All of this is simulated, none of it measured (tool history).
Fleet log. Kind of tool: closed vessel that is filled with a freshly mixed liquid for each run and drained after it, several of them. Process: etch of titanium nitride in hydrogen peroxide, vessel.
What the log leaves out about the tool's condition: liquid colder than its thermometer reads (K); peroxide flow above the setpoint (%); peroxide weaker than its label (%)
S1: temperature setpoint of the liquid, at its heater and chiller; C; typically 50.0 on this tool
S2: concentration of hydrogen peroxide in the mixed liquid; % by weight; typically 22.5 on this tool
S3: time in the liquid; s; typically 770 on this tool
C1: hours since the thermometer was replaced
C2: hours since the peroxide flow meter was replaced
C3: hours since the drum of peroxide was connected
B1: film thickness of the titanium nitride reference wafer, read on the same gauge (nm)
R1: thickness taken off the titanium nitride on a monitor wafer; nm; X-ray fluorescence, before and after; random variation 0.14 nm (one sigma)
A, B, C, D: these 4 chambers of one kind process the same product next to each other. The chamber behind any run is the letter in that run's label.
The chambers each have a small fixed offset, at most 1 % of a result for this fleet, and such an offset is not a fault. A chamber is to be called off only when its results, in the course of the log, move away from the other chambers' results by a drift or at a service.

run   hour    S1    S2   S3      C1      C2      C3      B1      R1
       0.4  -- chamber D: new drum of peroxide connected
 1A    9.9  50.0  22.5  770   882.3   486.9   195.8  39.994  27.930
 2C   18.6  50.0  22.5  770  2172.3   687.1   899.4  40.015  27.998
 3D   29.1  50.0  22.5  770   901.0   136.6    28.7  40.000  27.949
      31.6  -- chamber D: thermometer replaced
 4B   36.2  50.0  22.5  770   515.0   111.4   180.5  39.978  27.539
 5A   47.4  50.0  22.5  770   919.8   524.4   233.3  39.982  27.972
 6D   57.5  50.0  22.5  505    25.9   165.0    57.1  40.003  18.145
 7C   66.1  50.0  22.5  505  2219.8   734.6   946.9  39.978  18.314
 8B   72.6  50.0  22.5  505   551.4   147.8   216.9  39.993  18.217
 9D   82.2  50.0  22.5  505    50.6   189.7    81.8  40.006  18.285
10B   94.8  50.0  22.5  770   573.6   170.0   239.1  40.006  27.650
11C  101.6  50.0  22.5  770  2255.3   770.1   982.4  39.992  27.945
12A  114.2  50.0  22.5  770   986.6   591.2   300.1  40.016  28.051
13B  121.8  50.0  22.5  770   600.6   197.0   266.1  40.004  27.155
14A  127.6  50.0  22.5  770  1000.0   604.6   313.5  40.027  27.799
15D  137.3  50.0  22.5  770   105.7   244.8   136.9  40.007  27.678
16C  149.1  50.0  22.5  770  2302.8   817.6  1029.9  40.004  27.885
17C  155.6  50.0  22.5  770  2309.3   824.1  1036.4  40.007  27.996
18D  164.2  50.0  22.5  770   132.6   271.7   163.8  40.021  27.844
19A  175.0  50.0  22.5  770  1047.4   652.0   360.9  40.023  27.648
20B  185.8  57.0  22.5  770   664.6   261.0   330.1  40.002  44.589
21D  192.6  57.0  22.5  770   161.0   300.1   192.2  39.995  45.879
22B  203.5  57.0  22.5  770   682.3   278.7   347.8  40.012  44.505
23A  211.8  57.0  22.5  770  1084.2   688.8   397.7  40.020  45.546
24C  223.8  50.0  22.5  770  2377.5   892.3  1104.6  39.998  27.901
     225.9  -- chamber A: new drum of peroxide connected
25A  234.0  50.0  22.5  415  1106.4   711.0     8.1  40.011  15.022
26B  241.3  50.0  22.5  415   720.1   316.5   385.6  39.990  14.279
27C  252.1  50.0  22.5  415  2405.8   920.6  1132.9  40.004  15.005
28D  264.5  50.0  22.5  415   232.9   372.0   264.1  39.990  15.015
29B  274.8  50.0  22.5  770   753.6   350.0   419.1  40.006  26.713
30D  283.7  50.0  22.5  770   252.1   391.2   283.3  39.999  27.907
     285.6  -- chamber C: new drum of peroxide connected
31C  290.8  50.0  22.5  770  2444.5   959.3     5.2  40.009  28.227
32A  298.7  50.0  22.5  910  1171.1   775.7    72.8  39.984  33.249
33D  308.9  50.0  22.5  910   277.3   416.4   308.5  40.015  33.148
34B  321.3  50.0  22.5  910   800.1   396.5   465.6  40.020  31.061
35C  333.7  50.0  22.5  910  2487.4  1002.2    48.1  40.011  32.894

What goes on in this fleet: one chamber off, a drifting gauge, or nothing beyond the chambers' own small offsets? Name the chamber and the cause, if any.

It is chamber B that slowly wanders off from its peers.
Cause: liquid colder than its thermometer reads (K) = 0.828.

Which of the 4 candidates below, each the usual settings with something changed and its results left as question marks, puts chamber B back in line with what the other chambers give on the usual settings?
Allowed miss from the other chambers' usual-settings mean, per result, to count as in line: R1 0.480 nm
36B-1  342.7  50.0  22.5  720                   ?
36B-2  342.7  50.0  22.5  820                   ?
36B-3  342.7  50.0  22.5  750                   ?
36B-4  342.7  50.0  22.5  790                   ?

Other chambers, usual settings, mean: R1 27.926 nm
  run      R1
36B-1  24.529
36B-2  27.936
36B-3  25.551
36B-4  26.914
With 36B-2, the chamber falls back in line with the rest.

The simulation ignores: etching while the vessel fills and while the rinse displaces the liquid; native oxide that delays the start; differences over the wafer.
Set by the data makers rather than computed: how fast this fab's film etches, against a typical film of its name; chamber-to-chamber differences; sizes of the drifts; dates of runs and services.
